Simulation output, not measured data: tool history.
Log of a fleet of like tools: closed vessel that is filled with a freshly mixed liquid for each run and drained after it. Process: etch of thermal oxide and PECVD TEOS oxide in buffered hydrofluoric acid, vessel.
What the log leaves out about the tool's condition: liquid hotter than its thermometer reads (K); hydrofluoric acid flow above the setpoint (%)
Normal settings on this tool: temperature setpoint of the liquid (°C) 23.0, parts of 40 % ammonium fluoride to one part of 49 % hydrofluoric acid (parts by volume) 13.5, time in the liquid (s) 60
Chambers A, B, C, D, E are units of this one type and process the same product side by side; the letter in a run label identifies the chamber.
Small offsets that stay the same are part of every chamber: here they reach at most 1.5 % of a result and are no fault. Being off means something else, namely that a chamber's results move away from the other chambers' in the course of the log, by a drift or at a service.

run,hour,temperature setpoint of the liquid (°C),parts of 40 % ammonium fluoride to one part of 49 % hydrofluoric acid (parts by volume),time in the liquid (s),hours since the thermometer was replaced,hours since the hydrofluoric acid flow meter was replaced,"read-back film thickness of the thermal oxide reference wafer, read on the same gauge (nm)","read-back film thickness of the PECVD TEOS oxide reference wafer, read on the same gauge (nm)",thickness taken off the thermal oxide on a monitor wafer (Å),thickness taken off the PECVD TEOS oxide on a monitor wafer (Å)
# hour 3.7: chamber B: thermometer replaced
1B,5.3,23.0,13.5,60,1.7,907.6,120.01,50.025,467.67,934.86
2E,10.3,23.0,13.5,60,1028.6,1320.6,119.99,49.995,466.05,938.67
3D,21.2,23.0,13.5,60,526.2,320.5,120.00,50.002,472.60,942.83
4A,26.2,23.0,13.5,60,2798.7,908.7,119.97,49.995,470.57,942.26
5C,33.3,23.0,13.5,60,1788.6,413.9,120.00,50.002,465.63,951.39
6D,40.7,23.0,13.5,60,545.7,340.0,119.98,50.028,473.00,931.68
7E,49.3,23.0,13.5,60,1067.6,1359.6,119.97,50.017,463.93,954.85
8B,59.0,27.5,13.5,60,55.4,961.3,119.99,49.985,597.66,1187.00
9A,67.1,27.5,13.5,60,2839.6,949.6,120.01,50.030,606.22,1209.20
10C,72.5,27.5,13.5,60,1827.8,453.1,119.99,49.989,596.99,1209.10
11D,81.3,27.5,13.5,60,586.3,380.6,120.05,50.055,604.84,1206.80
12A,86.9,27.5,13.5,60,2859.4,969.4,119.99,50.011,605.13,1190.80
13B,93.3,23.0,13.5,60,89.7,995.6,120.02,50.006,466.00,939.88
# hour 99.8: chamber C: hydrofluoric acid flow meter replaced
14E,101.2,23.0,15.0,30,1119.5,1411.5,119.99,49.979,209.13,423.61
15C,110.9,23.0,15.0,30,1866.2,11.2,120.02,49.986,210.42,424.69
16A,121.8,23.0,15.0,30,2894.3,1004.3,120.01,49.992,211.70,418.32
17B,128.2,23.0,15.0,30,124.6,1030.5,120.00,50.023,209.96,420.45
18C,134.7,23.0,15.0,30,1890.0,35.0,120.01,49.997,210.62,423.83
19E,145.0,23.0,13.5,60,1163.3,1455.3,119.99,50.015,467.11,932.73
20D,154.1,23.0,13.5,60,659.1,453.4,120.00,50.023,475.55,953.67
21E,162.2,23.0,13.5,60,1180.5,1472.5,120.05,50.033,468.29,947.91
22C,167.8,23.0,13.5,60,1923.1,68.1,120.00,50.014,463.74,934.13
# hour 176.6: chamber A: thermometer replaced
23D,177.3,18.5,13.5,30,682.3,476.6,119.99,50.012,185.33,366.88
24B,186.8,18.5,13.5,30,183.2,1089.1,120.03,49.990,179.92,364.84
25A,197.3,18.5,13.5,30,20.8,1079.8,119.98,50.057,180.69,363.90
26A,206.8,18.5,13.5,30,30.3,1089.3,120.00,50.030,182.53,362.27
27B,215.7,18.5,13.5,30,212.1,1118.0,120.00,50.027,180.79,364.24
28C,222.9,23.0,13.5,60,1978.2,123.2,119.98,49.975,468.95,942.25
29D,229.4,23.0,13.5,60,734.4,528.7,119.96,50.005,474.26,950.48
30E,236.6,23.0,13.5,60,1254.9,1546.9,119.99,49.927,466.05,947.00
31E,243.6,23.0,13.5,60,1261.9,1553.9,120.01,49.988,468.34,930.93
32B,253.8,23.0,13.5,60,250.2,1156.1,119.99,50.033,463.50,931.63
33D,259.5,27.5,13.5,60,764.5,558.8,120.01,49.997,604.83,1203.80
34A,264.6,27.5,13.5,60,88.1,1147.1,120.02,50.030,603.81,1213.00
35C,270.7,27.5,13.5,60,2026.0,171.0,120.03,49.942,597.66,1204.30
36C,279.1,27.5,13.5,60,2034.4,179.4,119.99,50.019,597.85,1196.80

Is one chamber out of step, is the gauge drifting, or do the chambers differ by no more than their own small offsets? For an off chamber, give its letter and the likeliest cause.

All chambers stay in line apart from their small fixed offsets, and the gauge does not drift.
